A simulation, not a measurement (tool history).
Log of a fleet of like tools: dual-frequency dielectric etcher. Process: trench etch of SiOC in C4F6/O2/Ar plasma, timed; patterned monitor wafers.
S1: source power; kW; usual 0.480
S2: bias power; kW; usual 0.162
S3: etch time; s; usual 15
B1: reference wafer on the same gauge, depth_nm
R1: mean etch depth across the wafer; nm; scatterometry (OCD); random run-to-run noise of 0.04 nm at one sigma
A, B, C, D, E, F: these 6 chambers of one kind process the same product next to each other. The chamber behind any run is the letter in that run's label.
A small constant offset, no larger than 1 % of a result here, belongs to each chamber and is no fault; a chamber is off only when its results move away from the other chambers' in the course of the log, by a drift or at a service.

run   hour     S1     S2  S3      B1      R1
 1A    2.9  0.480  0.162  15  33.707  32.213
 2D    6.1  0.480  0.162  15  33.712  32.372
       7.1  -- chamber A: wet clean of the chamber
 3F    8.6  0.480  0.162  15  33.718  32.406
 4B   12.0  0.480  0.162  15  33.710  32.506
 5C   15.3  0.480  0.162  15  33.710  32.322
 6E   19.3  0.480  0.162  15  33.723  32.431
 7F   21.8  0.480  0.162  15  33.726  32.331
 8A   24.1  0.480  0.162  15  33.720  32.280
 9B   28.5  0.480  0.162  15  33.735  32.524
10D   32.4  0.480  0.162  15  33.738  32.395
11E   34.6  0.480  0.162  15  33.745  32.505
12C   38.8  0.480  0.162  15  33.756  32.331
13E   41.3  0.480  0.162  15  33.744  32.458
14A   45.5  0.430  0.162  15  33.749  30.841
15B   48.1  0.430  0.162  15  33.753  31.166
16D   51.5  0.430  0.162  15  33.749  31.127
17F   55.7  0.430  0.162  15  33.760  31.043
18C   58.8  0.430  0.162  15  33.770  31.035
19F   62.8  0.430  0.162  15  33.772  31.043
20D   67.2  0.480  0.162  15  33.780  32.434
21E   70.8  0.480  0.162  15  33.781  32.451
22A   73.1  0.480  0.175  15  33.782  33.106
      75.0  -- chamber D: wet clean of the chamber
23B   75.4  0.480  0.175  15  33.795  33.475
24C   78.8  0.480  0.175  15  33.805  33.137
      81.8  -- chamber C: source power generator calibrated
25B   83.5  0.480  0.175  15  33.810  33.455
26D   85.7  0.480  0.175  15  33.803  33.271
27A   88.5  0.480  0.175  15  33.816  33.098
28F   93.1  0.480  0.191  11  33.820  25.044
29E   96.9  0.480  0.191  11  33.816  25.073
30C  101.6  0.480  0.191  11  33.825  24.997
31E  105.1  0.480  0.191  11  33.824  25.146
32C  108.7  0.480  0.191  11  33.826  25.006
33D  112.3  0.480  0.191  11  33.835  25.126
34A  115.4  0.480  0.162  15  33.834  32.310
35B  119.2  0.480  0.162  13  33.851  28.315
36F  122.2  0.480  0.162  13  33.847  28.142
37C  125.9  0.480  0.162  13  33.853  28.154
38A  128.0  0.480  0.162  13  33.853  28.045
39F  132.7  0.480  0.162  13  33.855  28.185
40D  137.2  0.480  0.162  13  33.864  28.267
41B  140.5  0.480  0.162  15  33.876  32.731

All chambers now run identical settings, listed one chamber a line with results as question marks. What results will each chamber show?
42A  143.9  0.480  0.162  15       ?
42B  143.9  0.480  0.162  15       ?
42C  143.9  0.480  0.162  15       ?
42D  143.9  0.480  0.162  15       ?
42E  143.9  0.480  0.162  15       ?
42F  143.9  0.480  0.162  15       ?

run      R1
42A  32.349
42B  32.672
42C  32.451
42D  32.616
42E  32.603
42F  32.491
